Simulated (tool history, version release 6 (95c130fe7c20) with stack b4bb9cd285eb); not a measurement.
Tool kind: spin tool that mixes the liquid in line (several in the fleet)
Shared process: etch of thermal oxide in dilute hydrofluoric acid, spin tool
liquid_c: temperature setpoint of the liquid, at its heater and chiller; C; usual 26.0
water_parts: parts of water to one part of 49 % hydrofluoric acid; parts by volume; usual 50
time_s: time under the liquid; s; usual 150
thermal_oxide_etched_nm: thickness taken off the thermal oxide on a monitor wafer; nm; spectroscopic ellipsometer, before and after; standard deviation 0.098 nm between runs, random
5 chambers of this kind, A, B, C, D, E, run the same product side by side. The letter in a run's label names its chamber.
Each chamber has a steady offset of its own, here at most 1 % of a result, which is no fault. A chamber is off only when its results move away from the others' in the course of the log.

run	hour	liquid_c	water_parts	time_s	hours since the thermometer was replaced	hours since the hydrofluoric acid flow meter was replaced	read-back film thickness of the thermal oxide reference wafer, read on the same gauge (nm)	thermal_oxide_etched_nm
1D	9.7	26.0	50	150	330.9	350.0	100.020	16.4800
2B	18.9	26.0	50	150	1517.2	641.1	100.020	16.4370
3E	26.0	26.0	50	150	733.3	1080.1	100.000	16.5720
4C	33.1	26.0	50	150	1215.6	1081.1	99.982	16.4980
5A	40.7	26.0	50	150	172.7	51.3	99.989	16.5380
6A	50.0	26.0	50	150	182.0	60.6	100.010	16.4910
7C	54.6	26.0	50	150	1237.1	1102.6	99.997	16.4590
8E	60.3	26.0	50	150	767.6	1114.4	99.993	16.5620
9B	65.1	26.0	50	150	1563.4	687.3	99.996	16.6030
10D	73.6	29.0	60	150	394.8	413.9	99.970	15.4240
11C	78.9	29.0	60	150	1261.4	1126.9	99.982	15.2640
12D	84.0	29.0	60	150	405.2	424.3	100.010	15.1770
13A	89.1	29.0	60	150	221.1	99.7	99.965	15.2120
14E	97.2	29.0	60	150	804.5	1151.3	99.950	15.3570
15B	104.7	26.0	50	150	1603.0	726.9	100.010	16.5520
# hour 106.8: chamber E: thermometer replaced
16D	109.5	26.0	65	90	430.7	449.8	100.010	7.5127
17C	116.3	26.0	65	90	1298.8	1164.3	100.020	7.3777
18B	124.4	26.0	65	90	1622.7	746.6	100.000	7.4774
19A	133.8	26.0	65	90	265.8	144.4	99.992	7.4825
20E	141.0	26.0	65	90	34.2	1195.1	100.020	7.5204
21E	147.9	26.0	50	150	41.1	1202.0	100.030	16.7040
22B	156.9	26.0	50	150	1655.2	779.1	100.030	16.6290
23D	167.3	26.0	50	150	488.5	507.6	99.999	16.5440
24C	176.4	26.0	50	150	1358.9	1224.4	99.982	16.6510
25A	183.3	26.0	50	150	315.3	193.9	100.010	16.4560
26C	189.5	26.0	25	150	1372.0	1237.5	100.020	34.8490
27A	196.6	26.0	25	150	328.6	207.2	99.983	34.3690
28B	205.2	26.0	25	150	1703.5	827.4	100.020	34.4420
29E	213.1	26.0	25	150	106.3	1267.2	100.010	34.5760
30D	218.5	26.0	25	150	539.7	558.8	100.000	34.9510
31E	223.0	26.0	50	150	116.2	1277.1	99.993	16.5450
32C	228.9	26.0	50	150	1411.4	1276.9	99.982	16.4730
# hour 234.9: chamber D: hydrofluoric acid flow meter replaced
33A	237.0	26.0	50	150	369.0	247.6	99.948	16.3460
34B	244.6	26.0	50	150	1742.9	866.8	99.973	16.5120
35D	252.9	26.0	50	150	574.1	18.1	99.995	16.5210
36E	259.4	26.0	50	150	152.6	1313.5	99.984	16.7250
37C	269.2	26.0	50	150	1451.7	1317.2	99.989	16.3600
38D	276.5	26.0	50	150	597.7	41.7	100.000	16.6270
39A	284.4	26.0	50	150	416.4	295.0	100.000	16.5800
40B	289.2	26.0	50	150	1787.5	911.4	99.998	16.7740
41E	296.4	26.0	50	150	189.6	1350.5	100.020	16.5690
42C	303.4	23.5	50	75	1485.9	1351.4	100.010	7.4192
43D	309.0	23.5	50	75	630.2	74.2	100.000	7.5241

What goes on in this fleet: one chamber off, a drifting gauge, or nothing beyond the chambers' own small offsets? Name the chamber and the cause, if any.

Neither any chamber nor the gauge drifts; the chambers differ only by their own small, steady offsets.

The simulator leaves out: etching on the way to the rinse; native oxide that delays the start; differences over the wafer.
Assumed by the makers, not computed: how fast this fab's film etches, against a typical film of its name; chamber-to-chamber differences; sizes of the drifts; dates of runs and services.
